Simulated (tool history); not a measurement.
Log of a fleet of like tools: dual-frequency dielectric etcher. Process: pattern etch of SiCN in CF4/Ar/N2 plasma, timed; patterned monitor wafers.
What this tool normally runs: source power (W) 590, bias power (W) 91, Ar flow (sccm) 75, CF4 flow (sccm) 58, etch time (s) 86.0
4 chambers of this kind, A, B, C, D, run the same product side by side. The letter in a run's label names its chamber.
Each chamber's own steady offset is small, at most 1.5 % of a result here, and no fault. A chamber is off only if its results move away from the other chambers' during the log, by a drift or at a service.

run   hour  source power (W)  bias power (W)  Ar flow (sccm)  CF4 flow (sccm)  etch time (s)  read-back reference wafer on the same gauge, depth_nm  mean etch depth across the wafer (Å)
 1B   12.1               590              91              75               58           86.0                                                 116.12                               1055.50
 2D   19.8               590              91              75               58           86.0                                                 115.91                               1037.90
 3C   31.2               590              91              75               58           86.0                                                 115.96                               1039.60
 4A   42.6               590              91              75               58           86.0                                                 116.02                               1036.40
 5A   53.6               590              91              75               58           86.0                                                 116.09                               1031.20
 6B   63.5               590              72              75               58           86.0                                                 116.09                                974.92
 7C   73.7               590              72              75               58           86.0                                                 115.97                                954.59
 8D   81.8               590              72              75               58           86.0                                                 116.05                                948.31
      86.8  -- chamber D: wet clean of the chamber
 9D   88.3               590              72              75               58           86.0                                                 115.95                                907.88
      99.6  -- chamber C: bias power generator calibrated
10C   99.8               590              91              75               58           86.0                                                 115.99                               1038.80
11B  106.1               720              91              75               58           95.0                                                 115.97                               1373.90
12A  112.6               720              91              75               58           95.0                                                 116.00                               1366.70
13D  122.0               720              91              75               58           95.0                                                 115.97                               1297.10
14B  132.7               720              91              75               58           95.0                                                 116.07                               1393.50
15A  141.8               590              91              75               58           86.0                                                 115.91                               1036.10
16C  149.7               590              91              75               58           86.0                                                 115.94                               1036.90
17A  157.6               590              91              75               58           86.0                                                 115.92                               1034.10
18D  166.6               590              91              75               58           86.0                                                 116.06                                987.85
     172.4  -- chamber B: source power generator calibrated
19B  172.7               590              91              60               58           86.0                                                 115.91                               1078.00
20C  179.5               590              91              60               58           86.0                                                 115.99                               1079.50
21C  189.1               590              91              60               58           86.0                                                 115.99                               1069.60
22B  197.5               590              91              60               58           86.0                                                 115.95                               1078.10
23A  209.7               590              91              75               58           86.0                                                 115.97                               1028.20
24D  215.1               650              81              75               58           86.0                                                 116.04                               1036.00
25A  220.7               650              81              75               58           86.0                                                 116.01                               1077.20

Has any chamber moved away from the others, gradually or after a service, or does the common gauge drift, or do the chambers differ only by their own small steady offsets? State the chamber and the most likely cause if one applies.

Chamber D has stood off from the others ever since a service on it.
Most likely cause: etch rate under this chamber's usual, % = 4.14.

Here are 4 candidates for chamber D's next run, each the usual settings with a change, their results left as question marks. Which one brings its results back in line with what the others give on the usual settings?
In line here means within this much of the mean the other chambers give on the usual settings: mean etch depth across the wafer (Å) 19.00
26D-1  229.5               620              93              75               58           86.0                                                                                            ?
26D-2  229.5               590              91              75               58           85.0                                                                                            ?
26D-3  229.5               560              89              75               58           86.0                                                                                            ?
26D-4  229.5               590              91              75               58           87.0                                                                                            ?

Mean of the other chambers on the usual settings: mean etch depth across the wafer (Å) 1037.00
  run  mean etch depth across the wafer (Å)
26D-1                               1041.70
26D-2                                977.62
26D-3                                936.80
26D-4                               1000.60
26D-1 is the one that brings the chamber's results back in line with the other chambers.
